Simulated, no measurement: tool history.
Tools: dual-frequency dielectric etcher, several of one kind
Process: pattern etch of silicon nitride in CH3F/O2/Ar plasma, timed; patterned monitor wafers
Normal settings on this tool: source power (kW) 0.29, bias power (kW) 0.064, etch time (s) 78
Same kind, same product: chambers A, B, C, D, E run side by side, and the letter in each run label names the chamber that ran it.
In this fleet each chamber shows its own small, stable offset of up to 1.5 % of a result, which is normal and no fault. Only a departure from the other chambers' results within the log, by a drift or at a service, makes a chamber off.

run,day,source power (kW),bias power (kW),etch time (s),hours since the last wet clean,hours since the last source power generator calibration,hours since the last bias power generator calibration,"read-back reference wafer on the same gauge, depth_nm",mean etch depth across the wafer (angstrom)
1C,0.188,0.29,0.064,78,316.2,2798.6,1582.9,43.621,465.95
2E,0.412,0.29,0.064,78,107.5,545.3,3221.9,43.594,456.81
3D,0.654,0.29,0.064,78,166.8,779.4,412.8,43.63,462.63
4B,0.767,0.29,0.064,78,348.3,1477.8,3606.8,43.605,460.88
5A,0.871,0.29,0.064,78,455.7,829.8,959.3,43.595,459.56
6B,1.05,0.29,0.064,78,355.1,1484.6,3613.6,43.59,470.54
7A,1.267,0.29,0.064,78,465.2,839.3,968.8,43.569,460.95
8E,1.454,0.23,0.074,78,132.5,570.3,3246.9,43.62,447.56
9C,1.675,0.23,0.074,78,351.9,2834.3,1618.6,43.533,454.22
10D,1.917,0.23,0.074,78,197.1,809.7,443.1,43.598,447.15
11A,2.129,0.23,0.074,78,485.9,860,989.5,43.605,445.09
12D,2.354,0.23,0.074,78,207.6,820.2,453.6,43.647,446.09
13E,2.529,0.29,0.064,78,158.3,596.1,3272.7,43.574,464.84
14B,2.746,0.29,0.064,78,395.8,1525.3,3654.3,43.61,468.15
15C,2.933,0.29,0.064,78,382.1,2864.5,1648.8,43.589,470.24
16A,3.062,0.29,0.064,78,508.3,882.4,1011.9,43.605,458.64
17D,3.262,0.29,0.064,78,229.4,842,475.4,43.587,465.1
# day 3.325: chamber A: wet clean of the chamber
18E,3.483,0.29,0.064,78,181.2,619,3295.6,43.619,466.05
19B,3.617,0.29,0.064,78,416.7,1546.2,3675.2,43.523,461.5
20C,3.817,0.29,0.064,78,403.3,2885.7,1670,43.576,465.6
21D,4.038,0.29,0.064,78,248,860.6,494,43.616,457.94
22C,4.238,0.24,0.049,78,413.4,2895.8,1680.1,43.617,399.33
23B,4.367,0.24,0.049,78,434.7,1564.2,3693.2,43.557,397.86
24E,4.496,0.24,0.049,78,205.5,643.3,3319.9,43.582,393.91
25A,4.65,0.24,0.049,78,31.9,920.5,1050,43.634,395.24
26C,4.854,0.24,0.049,78,428.2,2910.6,1694.9,43.569,398.96
27D,5.088,0.29,0.064,78,273.2,885.8,519.2,43.613,457.93
# day 5.117: chamber B: wet clean of the chamber
28E,5.292,0.29,0.064,78,224.6,662.4,3339,43.634,462.22
29B,5.483,0.29,0.049,66.5,8.9,1591,3720,43.62,363.82
30A,5.717,0.29,0.049,66.5,57.5,946.1,1075.6,43.606,356.97
# day 5.821: chamber C: wet clean of the chamber
31C,5.917,0.29,0.049,66.5,2.3,2936.1,1720.4,43.635,364.16
32D,6.133,0.29,0.049,66.5,298.3,910.9,544.3,43.618,354.84
33A,6.3,0.29,0.049,66.5,71.5,960.1,1089.6,43.592,361.27
34B,6.442,0.29,0.051,78,31.9,1614,3743,43.614,429.75
35E,6.683,0.29,0.051,78,258,695.8,3372.4,43.574,427.98
36B,6.796,0.29,0.051,78,40.4,1622.5,3751.5,43.585,428.92
37C,7.042,0.29,0.051,78,29.3,2963.1,1747.4,43.586,438.82
38A,7.221,0.29,0.051,78,93.6,982.2,1111.7,43.619,426.72
39D,7.329,0.29,0.064,78,327,939.6,573,43.642,448.7
40E,7.546,0.29,0.064,78,278.7,716.5,3393.1,43.601,461.78
41D,7.725,0.29,0.064,78,336.5,949.1,582.5,43.572,447.2
42B,7.929,0.29,0.064,78,67.6,1649.7,3778.7,43.612,463.25

Is one chamber off against the others, does the gauge drift, or is nothing wrong? If a chamber is off, say which, and what the likeliest cause is.

Chamber D drifts away from the others.
Most likely cause: etch rate under this chamber's usual, % = 3.78.

Here are 4 candidates for chamber D's next run, each the usual settings with a change, their results left as question marks. Which one brings its results back in line with what the others give on the usual settings?
A result is in line if it is within this distance of the other chambers' mean on the usual settings: mean etch depth across the wafer (angstrom) 8.8
43D-1,8.104,0.29,0.064,81,,,,,?
43D-2,8.104,0.29,0.063,72.5,,,,,?
43D-3,8.104,0.29,0.078,78,,,,,?
43D-4,8.104,0.29,0.063,75,,,,,?

What the other chambers average on the usual settings: mean etch depth across the wafer (angstrom) 464.27
run,mean etch depth across the wafer (angstrom)
43D-1,461.79
43D-2,411.14
43D-3,476.17
43D-4,425.31
The answer is 43D-1, which returns the chamber to within the allowed miss of the others.
